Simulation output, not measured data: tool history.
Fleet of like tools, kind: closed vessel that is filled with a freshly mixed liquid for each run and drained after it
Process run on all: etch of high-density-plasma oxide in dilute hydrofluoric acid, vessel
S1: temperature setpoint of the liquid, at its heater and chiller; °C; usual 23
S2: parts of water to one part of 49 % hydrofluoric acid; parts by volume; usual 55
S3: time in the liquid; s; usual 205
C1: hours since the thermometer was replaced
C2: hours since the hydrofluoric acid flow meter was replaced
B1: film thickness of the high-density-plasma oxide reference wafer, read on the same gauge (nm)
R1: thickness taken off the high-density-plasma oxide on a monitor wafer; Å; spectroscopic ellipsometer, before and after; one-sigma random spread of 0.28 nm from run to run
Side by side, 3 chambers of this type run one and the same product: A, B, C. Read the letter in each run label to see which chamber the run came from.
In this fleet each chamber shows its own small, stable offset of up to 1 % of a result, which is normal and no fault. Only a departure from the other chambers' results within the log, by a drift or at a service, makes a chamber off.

run	hour	S1	S2	S3	C1	C2	B1	R1
1B	7.1	23	55	205	1764.3	1599.3	130.03	307.25
2A	17.6	23	55	205	2511.2	988.9	130	313.89
3C	23.9	23	55	205	833.7	642.5	130.01	312.88
4B	35.3	23	55	205	1792.5	1627.5	129.98	307.11
5C	44.3	23	55	205	854.1	662.9	130	312.19
# hour 51.7: chamber C: hydrofluoric acid flow meter replaced
6A	56.6	23	55	205	2550.2	1027.9	130.01	313.84
7A	68.1	23	55	205	2561.7	1039.4	129.97	314.13
8C	78.1	23	55	205	887.9	26.4	129.99	310.94
9B	83.8	23	55	205	1841	1676	130	305.21
10B	94.4	23	55	205	1851.6	1686.6	130.04	307.65
11A	104.5	23	55	205	2598.1	1075.8	129.99	314.24
12C	115	23	55	205	924.8	63.3	130.01	308.99
13A	126.3	23	55	205	2619.9	1097.6	130.02	309.59
14C	135.1	23	55	205	944.9	83.4	130.01	308.49
15B	146.7	23	55	205	1903.9	1738.9	129.99	309.24
16B	156.7	23	55	205	1913.9	1748.9	129.99	308.37
17C	162.3	23	55	205	972.1	110.6	129.98	306.57
18A	169.7	23	55	205	2663.3	1141	129.96	303.14
# hour 174.1: chamber A: thermometer replaced
19A	176.2	23	55	205	2.2	1147.5	129.99	303.72
20C	185.8	27.5	55	265	995.6	134.1	129.99	482.97
21B	192.6	27.5	55	265	1949.8	1784.8	129.97	480.16
22A	202.3	27.5	55	265	28.3	1173.6	129.98	472.11
23C	209.7	23	55	205	1019.5	158	129.95	311.88
24B	216.1	23	55	205	1973.3	1808.3	130	305.36
25A	224.5	23	55	205	50.5	1195.8	129.99	308.46
26B	235.8	23	55	205	1993	1828	129.99	309.68
27C	244	23	35	145	1053.8	192.3	129.98	358.76
28A	250.4	23	35	145	76.4	1221.7	130.02	345.82
# hour 251.9: chamber B: hydrofluoric acid flow meter replaced
29B	261.2	23	35	145	2018.4	9.3	130.01	350.08
30C	271.3	23	55	205	1081.1	219.6	130.01	308.62
31A	280.4	23	55	205	106.4	1251.7	130.02	298.56
32C	291.9	23	55	205	1101.7	240.2	130	311.53
33B	302.9	20.5	70	205	2060.1	51	129.99	213.07
34C	313.3	20.5	70	205	1123.1	261.6	129.99	216.89
35A	320.3	20.5	70	205	146.3	1291.6	129.98	206.52
36B	326.3	27	55	205	2083.5	74.4	130.02	364.09
37B	337.7	27	55	205	2094.9	85.8	129.97	360.42
38C	347.5	27	55	205	1157.3	295.8	129.98	367.09
39A	359.5	23	55	205	185.5	1330.8	129.97	292.95
40C	369.7	23	55	205	1179.5	318	129.99	310.03
41A	381.8	23	55	205	207.8	1353.1	130	293.22
42B	394.4	23	55	205	2151.6	142.5	130.01	312.28

Next, every chamber runs the same settings. What will each give?
43A	403.7	23	75	205				?
43B	403.7	23	75	205				?
43C	403.7	23	75	205				?

run	R1
43A	211.69
43B	217.8
43C	222.14
